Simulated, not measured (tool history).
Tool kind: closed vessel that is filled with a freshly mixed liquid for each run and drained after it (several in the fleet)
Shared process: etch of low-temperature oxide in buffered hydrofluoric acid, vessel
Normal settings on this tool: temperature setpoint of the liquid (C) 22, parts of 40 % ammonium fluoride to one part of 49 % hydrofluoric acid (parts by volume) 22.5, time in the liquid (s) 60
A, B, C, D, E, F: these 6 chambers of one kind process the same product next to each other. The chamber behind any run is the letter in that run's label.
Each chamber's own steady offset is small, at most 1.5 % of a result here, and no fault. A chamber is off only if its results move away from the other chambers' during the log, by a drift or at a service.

| run | hour | temperature setpoint of the liquid (C) | parts of 40 % ammonium fluoride to one part of 49 % hydrofluoric acid (parts by volume) | time in the liquid (s) | hours since the thermometer was replaced | hours since the hydrofluoric acid flow meter was replaced | read-back film thickness of the low-temperature oxide reference wafer, read on the same gauge (nm) | thickness taken off the low-temperature oxide on a monitor wafer (Å) |
|---|---|---|---|---|---|---|---|---|
| 1F | 8.2 | 22 | 22.5 | 60 | 651.9 | 1053.1 | 39.999 | 498.36 |
| 2C | 20.6 | 22 | 22.5 | 60 | 327.2 | 43.1 | 39.982 | 503.45 |
| 3D | 27.6 | 22 | 22.5 | 60 | 836 | 572.7 | 39.994 | 501.64 |
| 4B | 33.5 | 22 | 22.5 | 60 | 280.7 | 755 | 39.992 | 502.71 |
|  | 39.9 | chamber D: hydrofluoric acid flow meter replaced |
| 5A | 44.2 | 22 | 22.5 | 60 | 2020.5 | 898.1 | 40.025 | 501.6 |
| 6E | 53.1 | 22 | 22.5 | 60 | 1394.4 | 1116.9 | 39.972 | 497.94 |
| 7E | 59.2 | 22 | 22.5 | 60 | 1400.5 | 1123 | 40.017 | 497.95 |
| 8A | 66.5 | 22 | 22.5 | 60 | 2042.8 | 920.4 | 39.998 | 499.07 |
| 9B | 74.8 | 22 | 22.5 | 60 | 322 | 796.3 | 39.998 | 502.56 |
| 10C | 81.1 | 22 | 22.5 | 60 | 387.7 | 103.6 | 40.009 | 503.67 |
| 11D | 92.9 | 22 | 22.5 | 60 | 901.3 | 53.1 | 39.983 | 503.36 |
| 12F | 104.2 | 22 | 22.5 | 60 | 747.9 | 1149.1 | 40.013 | 504.65 |
| 13C | 110 | 22 | 22.5 | 95 | 416.6 | 132.5 | 40.013 | 801.49 |
| 14D | 117.9 | 22 | 22.5 | 95 | 926.3 | 78.1 | 39.999 | 788.97 |
| 15E | 127.9 | 22 | 22.5 | 95 | 1469.2 | 1191.7 | 40.005 | 787.34 |
| 16B | 137.6 | 22 | 22.5 | 95 | 384.8 | 859.1 | 39.977 | 791.16 |
| 17F | 144.9 | 22 | 22.5 | 95 | 788.6 | 1189.8 | 40.009 | 790.43 |
| 18A | 157.5 | 22 | 22.5 | 95 | 2133.8 | 1011.4 | 40.006 | 797.89 |
| 19D | 168.9 | 22 | 22.5 | 60 | 977.3 | 129.1 | 40.001 | 500.22 |
| 20E | 175.8 | 24 | 27 | 60 | 1517.1 | 1239.6 | 40.001 | 488.22 |
| 21A | 185.2 | 24 | 27 | 60 | 2161.5 | 1039.1 | 39.996 | 496.19 |
| 22F | 192 | 24 | 27 | 60 | 835.7 | 1236.9 | 40.008 | 490.76 |
| 23B | 204.5 | 24 | 27 | 60 | 451.7 | 926 | 40.005 | 491.74 |
| 24C | 215.4 | 24 | 27 | 60 | 522 | 237.9 | 40 | 495.8 |
| 25C | 222.1 | 24 | 27 | 60 | 528.7 | 244.6 | 40.001 | 494.16 |
| 26F | 228.8 | 22 | 22.5 | 60 | 872.5 | 1273.7 | 40.024 | 497.61 |
| 27B | 238.3 | 22 | 22.5 | 60 | 485.5 | 959.8 | 40.002 | 501.32 |
| 28E | 244.7 | 22 | 22.5 | 60 | 1586 | 1308.5 | 39.98 | 495.1 |
| 29D | 257.2 | 22 | 22.5 | 60 | 1065.6 | 217.4 | 39.984 | 505.13 |
| 30A | 267.2 | 22 | 22.5 | 60 | 2243.5 | 1121.1 | 39.991 | 501.89 |
| 31E | 278 | 22 | 22.5 | 60 | 1619.3 | 1341.8 | 40.02 | 496.66 |
| 32D | 290.4 | 22 | 22.5 | 60 | 1098.8 | 250.6 | 39.996 | 506.13 |
| 33F | 302.5 | 22 | 22.5 | 60 | 946.2 | 1347.4 | 39.98 | 499.72 |
| 34C | 308.5 | 22 | 22.5 | 60 | 615.1 | 331 | 40.014 | 501.48 |
| 35B | 320.3 | 22 | 22.5 | 60 | 567.5 | 1041.8 | 40.003 | 502.95 |
| 36A | 331.6 | 22 | 22.5 | 60 | 2307.9 | 1185.5 | 39.974 | 500.78 |
| 37E | 340 | 22 | 22.5 | 60 | 1681.3 | 1403.8 | 39.989 | 497.96 |
| 38D | 348.9 | 22 | 30 | 60 | 1157.3 | 309.1 | 40.008 | 413.59 |
| 39A | 354.5 | 22 | 30 | 60 | 2330.8 | 1208.4 | 39.993 | 410.26 |
| 40B | 361.1 | 22 | 30 | 60 | 608.3 | 1082.6 | 39.986 | 412.94 |
| 41F | 367.7 | 22 | 30 | 60 | 1011.4 | 1412.6 | 39.995 | 413.36 |
| 42C | 375.5 | 22 | 30 | 60 | 682.1 | 398 | 39.992 | 415.54 |
| 43B | 383.2 | 22 | 30 | 60 | 630.4 | 1104.7 | 40.026 | 414.98 |
| 44F | 392.5 | 22 | 22.5 | 60 | 1036.2 | 1437.4 | 40.009 | 497.97 |

Predict what each chamber gives when all 6 of them run the settings below next.
| 45A | 401.6 | 22 | 22.5 | 30 |  |  |  | ? |
| 45B | 401.6 | 22 | 22.5 | 30 |  |  |  | ? |
| 45C | 401.6 | 22 | 22.5 | 30 |  |  |  | ? |
| 45D | 401.6 | 22 | 22.5 | 30 |  |  |  | ? |
| 45E | 401.6 | 22 | 22.5 | 30 |  |  |  | ? |
| 45F | 401.6 | 22 | 22.5 | 30 |  |  |  | ? |

| run | thickness taken off the low-temperature oxide on a monitor wafer (Å) |
|---|---|
| 45A | 249.52 |
| 45B | 249.34 |
| 45C | 251.06 |
| 45D | 250.32 |
| 45E | 248.14 |
| 45F | 248.59 |
